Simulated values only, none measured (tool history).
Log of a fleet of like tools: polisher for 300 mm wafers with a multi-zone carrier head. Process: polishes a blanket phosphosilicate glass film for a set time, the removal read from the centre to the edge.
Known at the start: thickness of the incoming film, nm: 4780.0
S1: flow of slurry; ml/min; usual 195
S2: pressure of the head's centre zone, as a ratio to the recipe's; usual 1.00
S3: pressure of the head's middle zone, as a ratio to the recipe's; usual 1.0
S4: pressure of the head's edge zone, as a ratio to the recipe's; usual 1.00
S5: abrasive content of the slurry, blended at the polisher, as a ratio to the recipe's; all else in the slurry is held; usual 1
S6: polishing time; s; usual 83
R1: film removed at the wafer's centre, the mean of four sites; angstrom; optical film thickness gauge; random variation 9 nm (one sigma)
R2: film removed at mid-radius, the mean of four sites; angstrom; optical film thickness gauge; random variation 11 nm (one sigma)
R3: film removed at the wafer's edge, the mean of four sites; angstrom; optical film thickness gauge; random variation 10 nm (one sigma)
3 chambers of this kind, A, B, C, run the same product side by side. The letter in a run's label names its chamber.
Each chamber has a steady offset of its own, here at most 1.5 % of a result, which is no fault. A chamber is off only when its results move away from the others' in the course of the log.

run	day	S1	S2	S3	S4	S5	S6	R1	R2	R3
1B	0.433	195	1.00	1.0	1.00	1	83	8218.1	8043.7	7993.4
2A	0.838	195	1.00	1.0	1.00	1	83	7855.3	7975.2	8273.3
3C	1.317	195	1.00	1.0	1.00	1	83	8121.6	8126.7	8103.7
4C	1.725	195	1.00	1.0	1.00	1	83	7973.6	7809.2	8309.3
5A	1.975	195	1.00	1.0	1.00	1	83	7969.0	8111.5	7922.6
6B	2.492	195	1.00	1.0	1.00	1	83	8019.2	8339.0	8053.4
# day 2.650: chamber C: worn pad replaced by a new one
# day 2.825: chamber A: worn pad replaced by a new one
# day 2.883: chamber B: worn pad replaced by a new one
7C	3.000	195	1.00	1.0	1.00	1	83	8112.0	7897.9	8116.0
8B	3.408	195	0.93	1.0	1.00	1	95	8455.3	9282.1	9067.5
9A	3.792	195	0.93	1.0	1.00	1	95	8510.5	9158.9	9120.3
# day 3.954: chamber A: slurry nozzle cleaned
10B	4.162	195	0.93	1.0	1.00	1	95	8449.7	9276.8	9156.0
11A	4.396	195	1.00	1.0	1.00	1	83	8196.6	7970.0	8240.4
12C	4.896	195	1.00	1.0	1.00	1	83	7955.6	7948.2	8201.5
13B	5.150	195	1.00	1.0	1.00	1	83	8065.0	8017.4	7989.4
14A	5.425	195	1.00	1.0	1.00	1	83	8067.5	8204.0	8130.1
15C	5.667	195	1.00	1.0	1.00	1	83	7887.3	8025.3	7851.3
16B	5.892	195	1.00	1.1	0.93	1	83	8115.6	8704.6	7639.0
17C	6.262	195	1.00	1.1	0.93	1	83	7903.6	8704.3	7802.2
18A	6.683	195	1.00	1.1	0.93	1	83	8036.0	8670.2	7842.3
# day 6.762: chamber B: worn pad replaced by a new one
19B	7.108	195	1.00	1.0	1.00	1	83	8012.0	8104.7	7744.2
# day 7.392: chamber C: worn pad replaced by a new one
20C	7.404	195	1.00	1.0	1.00	1	83	7663.4	7891.1	8017.5
21A	7.688	195	1.00	1.0	1.00	1	83	8213.3	8036.8	7995.8
22B	8.154	195	1.00	1.0	1.00	1	83	8144.2	7875.1	8007.2
23C	8.567	195	1.00	1.0	1.00	1	83	7651.9	8071.5	8005.5
# day 8.912: chamber A: worn pad replaced by a new one
24A	9.071	195	1.00	1.0	1.00	1	83	7997.2	8088.6	8219.5
25C	9.421	195	1.00	1.0	1.00	1	83	7587.5	7800.6	8038.1
26B	9.867	195	1.00	1.0	1.00	1	83	8114.3	8105.2	7889.0
27A	10.171	195	1.00	1.0	1.00	1	83	8086.9	7918.6	8142.5
# day 10.538: chamber B: worn pad replaced by a new one
28B	10.608	195	1.00	1.0	1.00	1	83	8236.5	8199.5	7975.4
29A	10.850	195	1.00	1.0	1.00	1	83	8211.5	7950.7	8152.7
30C	11.246	195	1.00	1.0	1.00	1	83	7451.3	8145.5	8022.5
31B	11.662	195	1.00	1.0	1.00	1	83	8117.9	8119.9	7984.1
# day 12.046: chamber C: worn pad replaced by a new one
32C	12.129	195	1.00	1.0	1.00	1	83	7360.7	7894.1	7961.3
33A	12.650	195	1.00	1.0	1.00	1	83	8029.2	8166.8	7974.3
34B	12.975	195	1.00	1.0	1.00	1	83	8174.2	8074.6	7986.7
35C	13.404	195	1.00	1.0	1.00	1	83	7255.8	8163.8	8221.6
# day 13.688: chamber B: slurry nozzle cleaned
36A	13.688	130	1.04	1.0	1.00	1	83	7646.0	7638.1	7681.6
# day 13.904: chamber B: worn pad replaced by a new one
37C	13.992	130	1.04	1.0	1.00	1	83	6913.4	7537.1	7797.1
38B	14.271	130	1.04	1.0	1.00	1	83	7836.3	7397.0	7471.7

Is one chamber off against the others, does the gauge drift, or is nothing wrong? If a chamber is off, say which, and what the likeliest cause is.

Chamber C drifts away from the others.
Cause: centre zone's pressure below its setpoint, % = 10.3.

Here are 4 candidates for chamber C's next run, each the usual settings with a change, their results left as question marks. Which one brings its results back in line with what the others give on the usual settings?
In line means no further than this from the other chambers' mean on the usual settings: R1 320.0 angstrom; R2 380.0 angstrom; R3 350.0 angstrom
39C-1	14.646	185	0.91	1.01	1.04	1	82	?	?	?
39C-2	14.646	205	1.09	0.99	0.96	1	84	?	?	?
39C-3	14.646	200	1.03	1.00	0.99	1	83	?	?	?
39C-4	14.646	190	0.97	1.00	1.01	1	83	?	?	?

The other chambers' mean on the usual settings: R1 8059.2 angstrom; R2 8066.6 angstrom; R3 7999.0 angstrom
run	R1	R2	R3
39C-1	6331.2	7991.7	8090.7
39C-2	8038.2	8154.7	8037.2
39C-3	7438.8	8105.8	8048.1
39C-4	6906.6	8046.6	8088.0
39C-2 brings the chamber back in line.

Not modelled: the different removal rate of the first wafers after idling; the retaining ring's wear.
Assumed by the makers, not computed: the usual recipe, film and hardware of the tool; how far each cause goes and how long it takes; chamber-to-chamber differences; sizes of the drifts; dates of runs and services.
